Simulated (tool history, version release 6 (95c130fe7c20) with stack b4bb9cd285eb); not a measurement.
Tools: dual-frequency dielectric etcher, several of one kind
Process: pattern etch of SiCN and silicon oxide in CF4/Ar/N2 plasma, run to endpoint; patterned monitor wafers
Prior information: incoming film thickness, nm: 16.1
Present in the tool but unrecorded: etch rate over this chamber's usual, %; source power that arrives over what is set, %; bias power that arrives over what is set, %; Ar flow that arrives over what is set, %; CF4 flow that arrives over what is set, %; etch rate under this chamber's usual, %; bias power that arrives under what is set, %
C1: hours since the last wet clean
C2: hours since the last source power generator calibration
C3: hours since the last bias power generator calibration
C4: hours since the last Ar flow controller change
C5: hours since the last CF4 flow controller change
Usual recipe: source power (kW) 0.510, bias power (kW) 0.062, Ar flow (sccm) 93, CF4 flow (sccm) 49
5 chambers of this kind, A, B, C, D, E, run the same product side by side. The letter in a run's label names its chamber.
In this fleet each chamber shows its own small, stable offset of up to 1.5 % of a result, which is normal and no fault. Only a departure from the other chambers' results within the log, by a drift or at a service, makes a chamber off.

Run 1E, hour 3.2: usual settings; C1 86.1; C2 3167.8; C3 919.8; C4 1381.7; C5 3346.7. Result: endpoint time (s) 18.284.
Run 2C, hour 7.3: usual settings; C1 66.2; C2 2429.3; C3 3520.9; C4 4629.2; C5 1379.4. Result: endpoint time (s) 18.575.
Run 3D, hour 11.6: usual settings; C1 95.6; C2 3700.4; C3 3150.8; C4 2857.6; C5 2736.4. Result: endpoint time (s) 18.490.
Run 4B, hour 16.0: usual settings; C1 276.6; C2 1229.7; C3 1069.6; C4 1054.0; C5 1171.1. Result: endpoint time (s) 18.403.
At hour 20.6: chamber A: bias power generator calibrated.
Run 5A, hour 20.6: usual settings; C1 327.7; C2 3349.5; C3 0.1; C4 3091.8; C5 2402.6. Result: endpoint time (s) 18.312.
Run 6E, hour 25.5: usual settings; C1 108.4; C2 3190.1; C3 942.1; C4 1404.0; C5 3369.0. Result: endpoint time (s) 18.300.
Run 7D, hour 30.7: usual settings; C1 114.7; C2 3719.5; C3 3169.9; C4 2876.7; C5 2755.5. Result: endpoint time (s) 18.500.
Run 8B, hour 35.5: usual settings; C1 296.1; C2 1249.2; C3 1089.1; C4 1073.5; C5 1190.6. Result: endpoint time (s) 18.407.
Run 9A, hour 39.5: usual settings; C1 346.6; C2 3368.4; C3 19.0; C4 3110.7; C5 2421.5. Result: endpoint time (s) 18.230.
Run 10C, hour 43.6: usual settings but source power (kW) 0.380, bias power (kW) 0.073; C1 102.5; C2 2465.6; C3 3557.2; C4 4665.5; C5 1415.7. Result: endpoint time (s) 22.523.
Run 11E, hour 46.0: usual settings but source power (kW) 0.380, bias power (kW) 0.073; C1 128.9; C2 3210.6; C3 962.6; C4 1424.5; C5 3389.5. Result: endpoint time (s) 22.404.
Run 12C, hour 50.8: usual settings but source power (kW) 0.380, bias power (kW) 0.073; C1 109.7; C2 2472.8; C3 3564.4; C4 4672.7; C5 1422.9. Result: endpoint time (s) 22.565.
Run 13B, hour 55.5: usual settings but source power (kW) 0.380, bias power (kW) 0.073; C1 316.1; C2 1269.2; C3 1109.1; C4 1093.5; C5 1210.6. Result: endpoint time (s) 22.625.
Run 14A, hour 59.6: usual settings but source power (kW) 0.380, bias power (kW) 0.073; C1 366.7; C2 3388.5; C3 39.1; C4 3130.8; C5 2441.6. Result: endpoint time (s) 22.485.
Run 15D, hour 64.9: usual settings; C1 148.9; C2 3753.7; C3 3204.1; C4 2910.9; C5 2789.7. Result: endpoint time (s) 18.591.
Run 16C, hour 70.1: usual settings; C1 129.0; C2 2492.1; C3 3583.7; C4 4692.0; C5 1442.2. Result: endpoint time (s) 18.589.
Run 17E, hour 74.5: usual settings; C1 157.4; C2 3239.1; C3 991.1; C4 1453.0; C5 3418.0. Result: endpoint time (s) 18.001.
Run 18D, hour 79.1: usual settings; C1 163.1; C2 3767.9; C3 3218.3; C4 2925.1; C5 2803.9. Result: endpoint time (s) 18.463.
Run 19A, hour 82.1: usual settings; C1 389.2; C2 3411.0; C3 61.6; C4 3153.3; C5 2464.1. Result: endpoint time (s) 18.429.
Run 20B, hour 84.4: usual settings; C1 345.0; C2 1298.1; C3 1138.0; C4 1122.4; C5 1239.5. Result: endpoint time (s) 18.399.
Run 21A, hour 87.1: usual settings; C1 394.2; C2 3416.0; C3 66.6; C4 3158.3; C5 2469.1. Result: endpoint time (s) 18.530.
Run 22C, hour 91.4: usual settings; C1 150.3; C2 2513.4; C3 3605.0; C4 4713.3; C5 1463.5. Result: endpoint time (s) 18.572.
Run 23D, hour 96.5: usual settings; C1 180.5; C2 3785.3; C3 3235.7; C4 2942.5; C5 2821.3. Result: endpoint time (s) 18.468.
Run 24B, hour 100.4: usual settings; C1 361.0; C2 1314.1; C3 1154.0; C4 1138.4; C5 1255.5. Result: endpoint time (s) 18.504.
Run 25E, hour 105.5: usual settings; C1 188.4; C2 3270.1; C3 1022.1; C4 1484.0; C5 3449.0. Result: endpoint time (s) 17.887.
Run 26D, hour 109.1: usual settings; C1 193.1; C2 3797.9; C3 3248.3; C4 2955.1; C5 2833.9. Result: endpoint time (s) 18.464.
Run 27C, hour 111.7: usual settings; C1 170.6; C2 2533.7; C3 3625.3; C4 4733.6; C5 1483.8. Result: endpoint time (s) 18.555.
Run 28E, hour 114.0: usual settings; C1 196.9; C2 3278.6; C3 1030.6; C4 1492.5; C5 3457.5. Result: endpoint time (s) 17.972.
Run 29A, hour 118.7: usual settings but bias power (kW) 0.054, Ar flow (sccm) 107; C1 425.8; C2 3447.6; C3 98.2; C4 3189.9; C5 2500.7. Result: endpoint time (s) 19.761.
Run 30B, hour 124.0: usual settings but bias power (kW) 0.054, Ar flow (sccm) 107; C1 384.6; C2 1337.7; C3 1177.6; C4 1162.0; C5 1279.1. Result: endpoint time (s) 19.782.
At hour 125.2: chamber B: wet clean of the chamber.
Run 31C, hour 128.4: usual settings but bias power (kW) 0.054, Ar flow (sccm) 107; C1 187.3; C2 2550.4; C3 3642.0; C4 4750.3; C5 1500.5. Result: endpoint time (s) 19.956.
Run 32B, hour 131.5: usual settings but bias power (kW) 0.054, Ar flow (sccm) 107; C1 6.4; C2 1345.2; C3 1185.1; C4 1169.5; C5 1286.6. Result: endpoint time (s) 19.700.
Run 33D, hour 136.3: usual settings but bias power (kW) 0.054, Ar flow (sccm) 107; C1 220.3; C2 3825.1; C3 3275.5; C4 2982.3; C5 2861.1. Result: endpoint time (s) 19.831.
Run 34E, hour 139.0: usual settings; C1 221.9; C2 3303.6; C3 1055.6; C4 1517.5; C5 3482.5. Result: endpoint time (s) 17.703.
Run 35A, hour 143.3: usual settings; C1 450.4; C2 3472.2; C3 122.8; C4 3214.5; C5 2525.3. Result: endpoint time (s) 18.350.
Run 36B, hour 146.6: usual settings; C1 21.5; C2 1360.3; C3 1200.2; C4 1184.6; C5 1301.7. Result: endpoint time (s) 18.350.
Run 37E, hour 150.1: usual settings; C1 233.0; C2 3314.7; C3 1066.7; C4 1528.6; C5 3493.6. Result: endpoint time (s) 17.669.
Run 38C, hour 153.6: usual settings; C1 212.5; C2 2575.6; C3 3667.2; C4 4775.5; C5 1525.7. Result: endpoint time (s) 18.525.
Run 39D, hour 157.0: usual settings; C1 241.0; C2 3845.8; C3 3296.2; C4 3003.0; C5 2881.8. Result: endpoint time (s) 18.424.

Does one chamber stand apart from the rest, does the shared gauge drift, or is all well apart from small per-chamber offsets? Give the chamber and the most likely cause, where there is one.

One chamber, E, drifts off from the rest bit by bit.
Likeliest cause: source power that arrives over what is set, % = 4.43.
Not necessarily distinguishable in this log from: etch rate over this chamber's usual, %.

Which of the 4 candidates below, each the usual settings with something changed and its results left as question marks, puts chamber E back in line with what the other chambers give on the usual settings?
A result is in line if it is within this distance of the other chambers' mean on the usual settings: endpoint time (s) 0.200
Run 40E-1, hour 160.9: usual settings but source power (kW) 0.470, Ar flow (sccm) 94, CF4 flow (sccm) 48. Result: endpoint time (s) ?.
Run 40E-2, hour 160.9: usual settings but bias power (kW) 0.072, Ar flow (sccm) 86, CF4 flow (sccm) 53. Result: endpoint time (s) ?.
Run 40E-3, hour 160.9: usual settings but bias power (kW) 0.071. Result: endpoint time (s) ?.
Run 40E-4, hour 160.9: usual settings but bias power (kW) 0.053. Result: endpoint time (s) ?.

Usual-settings mean across the other chambers: endpoint time (s) 18.453
  run  endpoint time (s)
40E-1             19.039
40E-2             16.321
40E-3             16.816
40E-4             18.531
The right change is 40E-4: it brings the chamber back within the allowed miss of the others.
